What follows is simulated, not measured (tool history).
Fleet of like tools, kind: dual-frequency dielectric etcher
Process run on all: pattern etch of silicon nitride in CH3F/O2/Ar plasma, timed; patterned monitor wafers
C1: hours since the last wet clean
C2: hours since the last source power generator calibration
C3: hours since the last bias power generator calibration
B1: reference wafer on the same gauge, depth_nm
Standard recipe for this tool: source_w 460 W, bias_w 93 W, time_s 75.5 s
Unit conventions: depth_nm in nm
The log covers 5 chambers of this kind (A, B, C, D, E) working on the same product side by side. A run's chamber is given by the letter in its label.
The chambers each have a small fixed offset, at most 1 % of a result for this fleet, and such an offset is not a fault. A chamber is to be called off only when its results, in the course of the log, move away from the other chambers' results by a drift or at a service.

run 1A hour=5.5 | source_w=460 bias_w=93 time_s=75.5 | C1=229.4 C2=1272.5 C3=2324.4 | B1=58.816 | depth_nm=61.319
run 2C hour=11.5 | source_w=460 bias_w=93 time_s=75.5 | C1=171.5 C2=1695.2 C3=963.9 | B1=58.709 | depth_nm=61.076
run 3B hour=17.7 | source_w=460 bias_w=93 time_s=75.5 | C1=181.9 C2=1330.3 C3=1607.9 | B1=58.881 | depth_nm=60.501
run 4D hour=25.3 | source_w=460 bias_w=93 time_s=75.5 | C1=70.4 C2=989.8 C3=3115.8 | B1=58.82 | depth_nm=60.999
-- hour=32.4 chamber B: source power generator calibrated
run 5E hour=32.4 | source_w=460 bias_w=93 time_s=75.5 | C1=375.1 C2=664.1 C3=3308.8 | B1=58.721 | depth_nm=60.854
run 6D hour=38.2 | source_w=570 bias_w=93 time_s=64.5 | C1=83.3 C2=1002.7 C3=3128.7 | B1=58.727 | depth_nm=56.729
run 7C hour=45.1 | source_w=570 bias_w=93 time_s=64.5 | C1=205.1 C2=1728.8 C3=997.5 | B1=58.752 | depth_nm=56.12
run 8B hour=49.9 | source_w=570 bias_w=93 time_s=64.5 | C1=214.1 C2=17.6 C3=1640.1 | B1=58.801 | depth_nm=56.635
run 9A hour=54.7 | source_w=570 bias_w=93 time_s=64.5 | C1=278.6 C2=1321.7 C3=2373.6 | B1=58.837 | depth_nm=56.187
run 10E hour=62.6 | source_w=570 bias_w=93 time_s=64.5 | C1=405.3 C2=694.3 C3=3339 | B1=58.833 | depth_nm=56.651
run 11E hour=70.6 | source_w=460 bias_w=93 time_s=75.5 | C1=413.3 C2=702.3 C3=3347 | B1=58.888 | depth_nm=60.958
run 12C hour=77.9 | source_w=460 bias_w=93 time_s=75.5 | C1=237.9 C2=1761.6 C3=1030.3 | B1=58.769 | depth_nm=60.769
-- hour=79.6 chamber E: wet clean of the chamber
run 13D hour=83.4 | source_w=460 bias_w=107 time_s=75.5 | C1=128.5 C2=1047.9 C3=3173.9 | B1=58.831 | depth_nm=64.4
run 14A hour=88.7 | source_w=460 bias_w=107 time_s=75.5 | C1=312.6 C2=1355.7 C3=2407.6 | B1=58.848 | depth_nm=64.995
run 15B hour=93 | source_w=460 bias_w=107 time_s=75.5 | C1=257.2 C2=60.7 C3=1683.2 | B1=58.823 | depth_nm=64.179
run 16D hour=102.1 | source_w=460 bias_w=107 time_s=75.5 | C1=147.2 C2=1066.6 C3=3192.6 | B1=58.813 | depth_nm=64.734
run 17A hour=109.8 | source_w=460 bias_w=107 time_s=75.5 | C1=333.7 C2=1376.8 C3=2428.7 | B1=58.783 | depth_nm=64.514
run 18E hour=117.8 | source_w=460 bias_w=93 time_s=75.5 | C1=38.3 C2=749.5 C3=3394.2 | B1=58.767 | depth_nm=63.748
run 19B hour=124.6 | source_w=460 bias_w=93 time_s=75.5 | C1=288.8 C2=92.3 C3=1714.8 | B1=58.81 | depth_nm=60.431
-- hour=131.4 chamber A: wet clean of the chamber
run 20C hour=134 | source_w=460 bias_w=93 time_s=67.5 | C1=294 C2=1817.7 C3=1086.4 | B1=58.821 | depth_nm=54.544
run 21B hour=140.2 | source_w=460 bias_w=93 time_s=67.5 | C1=304.4 C2=107.9 C3=1730.4 | B1=58.871 | depth_nm=54.008
run 22E hour=149.7 | source_w=460 bias_w=93 time_s=67.5 | C1=70.2 C2=781.4 C3=3426.1 | B1=58.825 | depth_nm=57.706
run 23D hour=155.4 | source_w=460 bias_w=93 time_s=67.5 | C1=200.5 C2=1119.9 C3=3245.9 | B1=58.858 | depth_nm=54.331
run 24C hour=162.6 | source_w=460 bias_w=93 time_s=67.5 | C1=322.6 C2=1846.3 C3=1115 | B1=58.806 | depth_nm=54.625
run 25A hour=169.6 | source_w=460 bias_w=93 time_s=75.5 | C1=38.2 C2=1436.6 C3=2488.5 | B1=58.815 | depth_nm=61.192
run 26B hour=177.4 | source_w=460 bias_w=104 time_s=75.5 | C1=341.6 C2=145.1 C3=1767.6 | B1=58.754 | depth_nm=62.949
run 27A hour=185.6 | source_w=460 bias_w=104 time_s=75.5 | C1=54.2 C2=1452.6 C3=2504.5 | B1=58.76 | depth_nm=63.823
run 28D hour=194.5 | source_w=460 bias_w=104 time_s=75.5 | C1=239.6 C2=1159 C3=3285 | B1=58.828 | depth_nm=63.531
run 29E hour=199.7 | source_w=460 bias_w=104 time_s=75.5 | C1=120.2 C2=831.4 C3=3476.1 | B1=58.731 | depth_nm=66.596
run 30C hour=207.1 | source_w=460 bias_w=104 time_s=75.5 | C1=367.1 C2=1890.8 C3=1159.5 | B1=58.789 | depth_nm=63.977

Decide between three cases: one chamber stands off from its peers, the gauge reading all wafers drifts, or nothing is wrong past each chamber's small offset. Where a chamber is off, say which and what most likely put it there.

The work done on chamber E during a service left it standing apart from the others.
Most likely cause: etch rate over this chamber's usual, % = 5.05.

Here are 4 candidates for chamber E's next run, each the usual settings with a change, their results left as question marks. Which one brings its results back in line with what the others give on the usual settings?
To be in line, a result may differ from the other chambers' mean on the usual settings by at most: depth_nm 1 nm
run 31E-1 hour=214 | source_w=460 bias_w=88 time_s=75.5 | depth_nm=?
run 31E-2 hour=214 | source_w=520 bias_w=93 time_s=75.5 | depth_nm=?
run 31E-3 hour=214 | source_w=460 bias_w=93 time_s=72 | depth_nm=?
run 31E-4 hour=214 | source_w=480 bias_w=93 time_s=75.5 | depth_nm=?

The mean the other chambers reach with the usual settings: depth_nm 61.08 nm
run=31E-1 depth_nm=62.7
run=31E-2 depth_nm=66.995
run=31E-3 depth_nm=60.997
run=31E-4 depth_nm=64.998
It is 31E-3 that realigns the chamber with its peers.
